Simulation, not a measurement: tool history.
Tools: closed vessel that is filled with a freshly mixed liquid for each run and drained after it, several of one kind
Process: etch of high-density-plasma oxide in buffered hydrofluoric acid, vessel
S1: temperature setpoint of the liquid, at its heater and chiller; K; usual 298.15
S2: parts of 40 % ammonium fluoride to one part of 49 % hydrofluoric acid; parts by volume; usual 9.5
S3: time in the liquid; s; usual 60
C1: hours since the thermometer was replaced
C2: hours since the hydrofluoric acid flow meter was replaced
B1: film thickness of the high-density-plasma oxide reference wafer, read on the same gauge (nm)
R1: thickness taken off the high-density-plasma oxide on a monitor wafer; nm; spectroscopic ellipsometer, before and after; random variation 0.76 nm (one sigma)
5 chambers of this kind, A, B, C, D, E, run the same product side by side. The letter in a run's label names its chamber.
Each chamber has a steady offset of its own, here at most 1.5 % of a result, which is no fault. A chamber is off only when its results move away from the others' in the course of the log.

run   hour      S1   S2  S3      C1     C2      B1      R1
 1E    2.6  298.15  9.5  60   365.4  611.9     140  107.93
 2B    7.8  298.15  9.5  60   563.4  297.5  139.99  108.25
 3A   11.8  298.15  9.5  60    2487  628.6  139.96  107.51
 4D   16.2  298.15  9.5  60   481.1  374.7  139.97  108.82
 5C   21.5  298.15  9.5  60   958.4  864.1     140  108.44
 6D   24.1  298.15  9.5  60     489  382.6  140.03  107.99
      25.7  -- chamber A: thermometer replaced
 7A   28.7  298.15  9.5  60     3.1  645.5  140.05  107.22
 8C   32.2  298.15   11  60   969.1  874.8  139.99  96.782
 9E   37.5  298.15   11  60   400.3  646.8  139.98  95.613
10B   40.8  298.15   11  60   596.4  330.5  139.99  94.452
11B   45.7  298.15   11  60   601.3  335.4  140.01  93.764
12D   50.6  298.15   11  60   515.5  409.1  139.99  94.923
13A   54.3  298.15  9.5  60    28.7  671.1  140.01  109.09
14C   57.6  301.65  9.5  60   994.5  900.2     140  129.19
      61.4  -- chamber B: thermometer replaced
15E   62.1  301.65  9.5  60   424.9  671.4     140  129.74
16C   65.6  301.65  9.5  60  1002.5  908.2  140.02   130.4
17E   69.3  301.65  9.5  60   432.1  678.6  140.03  128.05
18B   72.3  301.65  9.5  60    10.9    362  139.98  128.45
19A     77  298.15  9.5  60    51.4  693.8  139.98  106.66
20D   81.9  298.15  9.5  60   546.8  440.4  139.97  108.25
21C   84.9  298.15  9.5  60  1021.8  927.5  140.02  109.69
22E   88.2  298.15  9.5  60     451  697.5     140   106.8
23D   92.4  298.15  9.5  60   557.3  450.9  140.02   110.3
24B   96.1  298.15   12  60    34.7  385.8     140  85.793
25A  101.5  298.15   12  60    75.9  718.3     140  87.765
26B  106.2  298.15   12  60    44.8  395.9  139.99  83.015
27D  111.5  298.15   12  60   576.4    470  139.99  88.507
28A    114  298.15   12  60    88.4  730.8  139.99  87.044
29C  118.3  298.15  9.5  60  1055.2  960.9     140  108.57
30E  123.7  298.15  9.5  60   486.5    733  140.01  108.42
31C  128.5  294.65   11  60  1065.4  971.1  140.01  80.399
32B  131.4  294.65   11  60      70  421.1  140.01  74.909
33D  134.3  294.65   11  60   599.2  492.8     140  79.078
34A  138.2  294.65   11  60   112.6    755  140.02  78.935
35E  142.3  294.65   11  60   505.1  751.6  140.02  79.429
36D  146.3  298.15  9.5  60   611.2  504.8  139.97  109.48
37E    150  298.15  9.5  60   512.8  759.3  139.98   108.1
38A  154.6  298.15  9.5  60     129  771.4  140.01  106.55

Is one chamber off against the others, does the gauge drift, or is nothing wrong? If a chamber is off, say which, and what the likeliest cause is.

Chamber B drifts away from the others.
Cause: hydrofluoric acid flow below the setpoint (%) = 5.9.

Here are 4 candidates for chamber B's next run, each the usual settings with a change, their results left as question marks. Which one brings its results back in line with what the others give on the usual settings?
In line means no further than this from the other chambers' mean on the usual settings: R1 2.6 nm
39B-1  158.5  298.15   10  60               ?
39B-2  158.5  298.15  9.5  55               ?
39B-3  158.5  298.15    9  60               ?
39B-4  158.5  299.65  9.5  60               ?

The other chambers' mean on the usual settings: R1 108.19 nm
  run      R1
39B-1  98.618
39B-2  94.988
39B-3  107.54
39B-4  112.53
39B-3 brings the chamber back in line.
